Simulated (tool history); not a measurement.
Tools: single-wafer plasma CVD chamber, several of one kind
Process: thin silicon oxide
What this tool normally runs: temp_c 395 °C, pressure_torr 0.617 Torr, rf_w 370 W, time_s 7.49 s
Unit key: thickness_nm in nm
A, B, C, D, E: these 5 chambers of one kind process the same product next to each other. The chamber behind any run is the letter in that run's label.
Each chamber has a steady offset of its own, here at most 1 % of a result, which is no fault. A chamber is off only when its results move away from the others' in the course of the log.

run,hour,temp_c,pressure_torr,rf_w,time_s,hours since the last thermocouple change,hours since the last RF generator calibration,hours since the last manometer calibration,"read-back reference wafer on the same gauge, thickness_nm",thickness_nm
1C,6.5,395,0.617,370,7.49,148.9,829.9,2262.3,9.9970,11.3940
2D,12.9,395,0.617,370,7.49,901.4,52.0,228.3,9.9915,11.5090
3A,19.3,395,0.617,370,7.49,260.0,342.8,2511.5,10.0000,11.5140
4E,26.8,395,0.617,370,7.49,828.6,692.5,1827.5,10.0000,11.4180
5B,31.6,395,0.520,370,6.78,529.8,759.4,346.6,9.9998,8.4926
6A,37.5,395,0.520,370,6.78,278.2,361.0,2529.7,10.0010,8.6518
7E,45.5,395,0.520,370,6.78,847.3,711.2,1846.2,10.0010,8.5715
8B,51.2,395,0.520,370,6.78,549.4,779.0,366.2,9.9989,8.4703
9D,56.7,395,0.520,370,6.78,945.2,95.8,272.1,10.0030,8.6040
10C,63.3,395,0.617,370,7.49,205.7,886.7,2319.1,9.9997,11.3870
11B,68.4,395,0.617,370,7.49,566.6,796.2,383.4,10.0000,11.3550
12A,72.2,395,0.617,370,7.49,312.9,395.7,2564.4,9.9996,11.5280
13E,78.7,395,0.617,370,7.49,880.5,744.4,1879.4,10.0010,11.4550
14C,86.5,395,0.617,370,7.49,228.9,909.9,2342.3,9.9991,11.4370
15D,93.6,395,0.617,370,7.49,982.1,132.7,309.0,9.9987,11.5470
16A,101.0,395,0.617,370,7.49,341.7,424.5,2593.2,10.0050,11.5480
17D,107.5,395,0.617,370,7.49,996.0,146.6,322.9,10.0010,11.5060
18E,114.2,395,0.617,370,7.49,916.0,779.9,1914.9,10.0080,11.4280
19B,122.2,395,0.617,370,7.49,620.4,850.0,437.2,9.9997,11.2730
20C,128.7,395,0.617,370,7.49,271.1,952.1,2384.5,9.9965,11.4390
21A,136.2,395,0.617,370,7.49,376.9,459.7,2628.4,10.0010,11.4880
22D,143.3,395,0.617,370,7.49,1031.8,182.4,358.7,10.0060,11.5550
23E,147.4,395,0.672,370,7.49,949.2,813.1,1948.1,9.9988,12.5280
# hour 152.0: chamber A: capacitance manometer re-zeroed and calibrated
24C,154.4,395,0.672,370,7.49,296.8,977.8,2410.2,9.9959,12.5660
25B,158.5,395,0.672,370,7.49,656.7,886.3,473.5,10.0000,12.2980
26D,164.0,395,0.672,370,7.49,1052.5,203.1,379.4,9.9986,12.6660
27B,168.3,395,0.672,370,7.49,666.5,896.1,483.3,9.9970,12.2940
28C,173.9,395,0.617,370,7.49,316.3,997.3,2429.7,9.9982,11.4020
29A,180.7,395,0.617,370,7.49,421.4,504.2,28.8,10.0070,11.5260
30E,187.7,395,0.617,370,7.49,989.5,853.4,1988.4,9.9998,11.4260
31D,192.7,395,0.763,370,7.49,1081.2,231.8,408.1,9.9979,14.3930
32A,196.3,395,0.763,370,7.49,437.0,519.8,44.4,10.0050,14.3690
33C,200.6,395,0.763,370,7.49,343.0,1024.0,2456.4,9.9996,14.3130
34B,206.1,395,0.763,370,7.49,704.3,933.9,521.1,9.9954,13.8880
35E,213.1,395,0.763,370,7.49,1014.9,878.8,2013.8,10.0000,14.3190
36C,217.8,395,0.617,415,8.37,360.2,1041.2,2473.6,10.0020,13.2980
37E,226.0,395,0.617,415,8.37,1027.8,891.7,2026.7,10.0020,13.2930
38A,230.7,395,0.617,415,8.37,471.4,554.2,78.8,9.9987,13.4030
39D,235.8,395,0.617,415,8.37,1124.3,274.9,451.2,10.0060,13.4310

Is one chamber off against the others, does the gauge drift, or is nothing wrong? If a chamber is off, say which, and what the likeliest cause is.

Little by little, chamber B moves away from the other chambers.
Likeliest cause: delivered RF power below the setpoint (%) = 7.43.
The log might look much the same if the cause were instead: true pressure below the setpoint (%).

Here are 4 candidates for chamber B's next run, each the usual settings with a change, their results left as question marks. Which one brings its results back in line with what the others give on the usual settings?
In line means no further than this from the other chambers' mean on the usual settings: thickness_nm 0.0920 nm
40B-1,241.7,395,0.617,375,7.74,,,,,?
40B-2,241.7,395,0.626,370,7.49,,,,,?
40B-3,241.7,395,0.596,370,7.49,,,,,?
40B-4,241.7,395,0.611,370,7.45,,,,,?

Mean of the other chambers on the usual settings: thickness_nm 11.4750 nm
run,thickness_nm
40B-1,11.4750
40B-2,11.2250
40B-3,10.6280
40B-4,10.8680
40B-1 puts the chamber back in line with the other chambers.
